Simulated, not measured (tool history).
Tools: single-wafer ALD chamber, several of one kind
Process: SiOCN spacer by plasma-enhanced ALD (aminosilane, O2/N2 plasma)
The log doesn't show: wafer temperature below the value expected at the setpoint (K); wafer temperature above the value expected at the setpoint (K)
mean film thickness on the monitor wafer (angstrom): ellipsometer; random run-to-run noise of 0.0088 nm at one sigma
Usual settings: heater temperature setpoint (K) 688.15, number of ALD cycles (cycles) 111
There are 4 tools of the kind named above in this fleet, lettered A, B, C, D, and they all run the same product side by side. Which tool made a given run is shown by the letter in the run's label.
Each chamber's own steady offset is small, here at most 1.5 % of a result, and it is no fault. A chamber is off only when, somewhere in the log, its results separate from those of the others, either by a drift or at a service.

| run | hour | heater temperature setpoint (K) | number of ALD cycles (cycles) | hours since the last thermocouple change | read-back reference wafer on the same gauge, thickness_nm | mean film thickness on the monitor wafer (angstrom) |
|---|---|---|---|---|---|---|
| 1A | 11.2 | 688.15 | 111 | 669.3 | 5.7713 | 63.535 |
| 2B | 21.1 | 688.15 | 111 | 544.5 | 5.7735 | 63.342 |
| 3D | 28.8 | 688.15 | 111 | 1862.7 | 5.7733 | 63.933 |
| 4C | 41 | 688.15 | 111 | 220.8 | 5.7746 | 64.637 |
| 5C | 50.2 | 688.15 | 111 | 230 | 5.7746 | 64.494 |
| 6B | 55.9 | 688.15 | 111 | 579.3 | 5.7753 | 63.234 |
| 7A | 65 | 688.15 | 111 | 723.1 | 5.7792 | 63.72 |
| 8D | 75.4 | 688.15 | 111 | 1909.3 | 5.7786 | 63.944 |
| 9D | 83.7 | 688.15 | 111 | 1917.6 | 5.7805 | 64.061 |
| 10C | 91.8 | 688.15 | 102 | 271.6 | 5.7821 | 59.455 |
| 11B | 99.7 | 688.15 | 102 | 623.1 | 5.7801 | 58.238 |
| 12A | 112 | 688.15 | 102 | 770.1 | 5.7834 | 58.465 |
| 13D | 120.2 | 688.15 | 102 | 1954.1 | 5.7853 | 58.77 |
| 14B | 132.8 | 688.15 | 111 | 656.2 | 5.7842 | 63.515 |
| 15C | 143.9 | 688.15 | 111 | 323.7 | 5.7875 | 64.737 |
| 16A | 153.7 | 688.15 | 111 | 811.8 | 5.7888 | 63.637 |
| 17D | 163.9 | 688.15 | 111 | 1997.8 | 5.7911 | 63.936 |
| 18B | 172.6 | 688.15 | 111 | 696 | 5.7893 | 63.494 |
| 19C | 180.2 | 688.15 | 111 | 360 | 5.7905 | 64.505 |
| 20A | 192.2 | 688.15 | 111 | 850.3 | 5.7933 | 63.916 |
| 21C | 199.6 | 688.15 | 111 | 379.4 | 5.7951 | 64.688 |
| 22B | 208.4 | 688.15 | 111 | 731.8 | 5.7951 | 63.478 |
| 23A | 219 | 688.15 | 111 | 877.1 | 5.7938 | 63.805 |
| 24D | 231.1 | 688.15 | 111 | 2065 | 5.7978 | 64.14 |
| 25B | 240.7 | 688.15 | 111 | 764.1 | 5.7974 | 63.552 |
| 26A | 247.9 | 688.15 | 111 | 906 | 5.798 | 63.729 |
| 27C | 259 | 688.15 | 111 | 438.8 | 5.8002 | 64.726 |
| 28D | 271.5 | 688.15 | 128 | 2105.4 | 5.8015 | 74.038 |
| 29A | 278.1 | 688.15 | 128 | 936.2 | 5.8009 | 73.672 |

All 4 chambers run these settings next. Forecast each chamber's results:
| 30A | 287.3 | 688.15 | 111 |  |  | ? |
| 30B | 287.3 | 688.15 | 111 |  |  | ? |
| 30C | 287.3 | 688.15 | 111 |  |  | ? |
| 30D | 287.3 | 688.15 | 111 |  |  | ? |

| run | mean film thickness on the monitor wafer (angstrom) |
|---|---|
| 30A | 63.904 |
| 30B | 63.736 |
| 30C | 64.848 |
| 30D | 64.205 |
